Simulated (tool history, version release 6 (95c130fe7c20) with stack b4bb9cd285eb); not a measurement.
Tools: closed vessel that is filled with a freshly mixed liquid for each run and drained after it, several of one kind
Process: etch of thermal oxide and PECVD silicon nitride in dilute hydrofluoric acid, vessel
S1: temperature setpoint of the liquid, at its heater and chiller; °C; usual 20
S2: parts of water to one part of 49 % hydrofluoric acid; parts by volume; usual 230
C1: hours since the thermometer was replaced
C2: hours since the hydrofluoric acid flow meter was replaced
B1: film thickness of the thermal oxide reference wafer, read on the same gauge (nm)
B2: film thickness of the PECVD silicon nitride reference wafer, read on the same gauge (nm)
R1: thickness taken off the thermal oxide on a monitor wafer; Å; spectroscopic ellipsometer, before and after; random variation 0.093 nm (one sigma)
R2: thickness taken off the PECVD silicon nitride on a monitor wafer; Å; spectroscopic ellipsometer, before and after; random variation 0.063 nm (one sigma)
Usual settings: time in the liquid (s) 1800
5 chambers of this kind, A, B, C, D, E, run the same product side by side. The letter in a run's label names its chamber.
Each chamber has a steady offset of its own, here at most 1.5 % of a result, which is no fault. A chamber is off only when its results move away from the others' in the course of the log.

run 1C hour=9.2 | S1=20 S2=230 time_in_the_liquid_(s)=1800 | C1=3019 C2=487.1 | B1=50.006 B2=99.99 | R1=272.29 R2=104.5
run 2E hour=21.2 | S1=20 S2=230 time_in_the_liquid_(s)=1800 | C1=1063.3 C2=850.1 | B1=49.98 B2=99.989 | R1=268.42 R2=104.01
run 3B hour=32.8 | S1=20 S2=230 time_in_the_liquid_(s)=1800 | C1=1037.8 C2=653.9 | B1=50.022 B2=100.02 | R1=267.83 R2=105.47
-- hour=33.2 chamber E: hydrofluoric acid flow meter replaced
run 4D hour=44.3 | S1=20 S2=230 time_in_the_liquid_(s)=1800 | C1=2189 C2=1240.9 | B1=50.021 B2=99.983 | R1=270.07 R2=105.34
run 5A hour=52.2 | S1=20 S2=230 time_in_the_liquid_(s)=1800 | C1=170.9 C2=824.3 | B1=50.025 B2=100 | R1=271.29 R2=104.83
run 6C hour=63.1 | S1=20 S2=230 time_in_the_liquid_(s)=1800 | C1=3072.9 C2=541 | B1=50.033 B2=99.994 | R1=274.42 R2=105.09
run 7B hour=71.7 | S1=20 S2=230 time_in_the_liquid_(s)=1800 | C1=1076.7 C2=692.8 | B1=49.993 B2=99.973 | R1=269.14 R2=104.35
-- hour=72.5 chamber B: hydrofluoric acid flow meter replaced
-- hour=79.9 chamber D: hydrofluoric acid flow meter replaced
run 8A hour=83.7 | S1=20 S2=230 time_in_the_liquid_(s)=1800 | C1=202.4 C2=855.8 | B1=50.006 B2=100.03 | R1=270.5 R2=104.69
run 9D hour=94.3 | S1=20 S2=230 time_in_the_liquid_(s)=1800 | C1=2239 C2=14.4 | B1=50.016 B2=100.01 | R1=269.74 R2=105.54
run 10E hour=108 | S1=20 S2=230 time_in_the_liquid_(s)=1800 | C1=1150.1 C2=74.9 | B1=49.981 B2=100.02 | R1=269.51 R2=103.23
run 11A hour=115.2 | S1=20 S2=230 time_in_the_liquid_(s)=1800 | C1=233.9 C2=887.3 | B1=50.018 B2=100.02 | R1=272.06 R2=103.96
run 12B hour=127.7 | S1=20 S2=230 time_in_the_liquid_(s)=1800 | C1=1132.7 C2=55.2 | B1=50.001 B2=100.03 | R1=267.77 R2=103.9
run 13D hour=137.2 | S1=23.5 S2=230 time_in_the_liquid_(s)=2860 | C1=2281.9 C2=57.3 | B1=50.01 B2=99.976 | R1=489.92 R2=210.07
run 14E hour=144.1 | S1=23.5 S2=230 time_in_the_liquid_(s)=2860 | C1=1186.2 C2=111 | B1=49.984 B2=99.991 | R1=486.67 R2=207.79
run 15C hour=152.6 | S1=23.5 S2=230 time_in_the_liquid_(s)=2860 | C1=3162.4 C2=630.5 | B1=49.977 B2=99.985 | R1=500.76 R2=210.08
run 16A hour=163.3 | S1=23.5 S2=230 time_in_the_liquid_(s)=2860 | C1=282 C2=935.4 | B1=50.036 B2=99.989 | R1=493.03 R2=205.72
run 17C hour=176.7 | S1=23.5 S2=230 time_in_the_liquid_(s)=2860 | C1=3186.5 C2=654.6 | B1=49.97 B2=99.977 | R1=499.72 R2=210.71
run 18E hour=183.3 | S1=20 S2=230 time_in_the_liquid_(s)=1800 | C1=1225.4 C2=150.2 | B1=50.011 B2=100 | R1=268.75 R2=104.22
run 19B hour=190.4 | S1=20 S2=230 time_in_the_liquid_(s)=1800 | C1=1195.4 C2=117.9 | B1=49.984 B2=100.01 | R1=267.51 R2=104.71
run 20D hour=204.1 | S1=20 S2=230 time_in_the_liquid_(s)=1800 | C1=2348.8 C2=124.2 | B1=50.014 B2=100 | R1=269.4 R2=106.03
run 21C hour=212.1 | S1=20 S2=230 time_in_the_liquid_(s)=1800 | C1=3221.9 C2=690 | B1=50.006 B2=99.997 | R1=278.77 R2=105.99
run 22E hour=222.4 | S1=20 S2=230 time_in_the_liquid_(s)=1800 | C1=1264.5 C2=189.3 | B1=49.982 B2=99.998 | R1=269.83 R2=104.86
run 23A hour=231.9 | S1=20 S2=230 time_in_the_liquid_(s)=1800 | C1=350.6 C2=1004 | B1=49.992 B2=99.983 | R1=271.9 R2=104.44
run 24D hour=240 | S1=20 S2=230 time_in_the_liquid_(s)=1800 | C1=2384.7 C2=160.1 | B1=49.987 B2=100.01 | R1=268.82 R2=105.88
run 25B hour=246.3 | S1=24 S2=230 time_in_the_liquid_(s)=1800 | C1=1251.3 C2=173.8 | B1=50.004 B2=99.968 | R1=311.1 R2=133.06
run 26A hour=255.1 | S1=24 S2=230 time_in_the_liquid_(s)=1800 | C1=373.8 C2=1027.2 | B1=50.006 B2=100.01 | R1=315.26 R2=135.41
run 27C hour=266.1 | S1=24 S2=230 time_in_the_liquid_(s)=1800 | C1=3275.9 C2=744 | B1=50.037 B2=99.995 | R1=324.38 R2=138.29
run 28E hour=276.2 | S1=24 S2=230 time_in_the_liquid_(s)=1800 | C1=1318.3 C2=243.1 | B1=50.016 B2=99.982 | R1=311.3 R2=135.22
run 29D hour=283.9 | S1=24 S2=230 time_in_the_liquid_(s)=1800 | C1=2428.6 C2=204 | B1=50.01 B2=100.01 | R1=312.07 R2=135.93
run 30B hour=290.8 | S1=20 S2=230 time_in_the_liquid_(s)=1800 | C1=1295.8 C2=218.3 | B1=50.038 B2=99.986 | R1=267.94 R2=104.07
run 31E hour=301.3 | S1=20 S2=230 time_in_the_liquid_(s)=1800 | C1=1343.4 C2=268.2 | B1=50.028 B2=100 | R1=268.31 R2=104.74

All 5 chambers run these settings next. Forecast each chamber's results:
run 32A hour=311.5 | S1=17 S2=230 time_in_the_liquid_(s)=1800 | R1=? R2=?
run 32B hour=311.5 | S1=17 S2=230 time_in_the_liquid_(s)=1800 | R1=? R2=?
run 32C hour=311.5 | S1=17 S2=230 time_in_the_liquid_(s)=1800 | R1=? R2=?
run 32D hour=311.5 | S1=17 S2=230 time_in_the_liquid_(s)=1800 | R1=? R2=?
run 32E hour=311.5 | S1=17 S2=230 time_in_the_liquid_(s)=1800 | R1=? R2=?

run=32A R1=242.16 R2=85.901
run=32B R1=239.61 R2=86.083
run=32C R1=251.03 R2=87.636
run=32D R1=241.45 R2=86.622
run=32E R1=240.77 R2=85.826

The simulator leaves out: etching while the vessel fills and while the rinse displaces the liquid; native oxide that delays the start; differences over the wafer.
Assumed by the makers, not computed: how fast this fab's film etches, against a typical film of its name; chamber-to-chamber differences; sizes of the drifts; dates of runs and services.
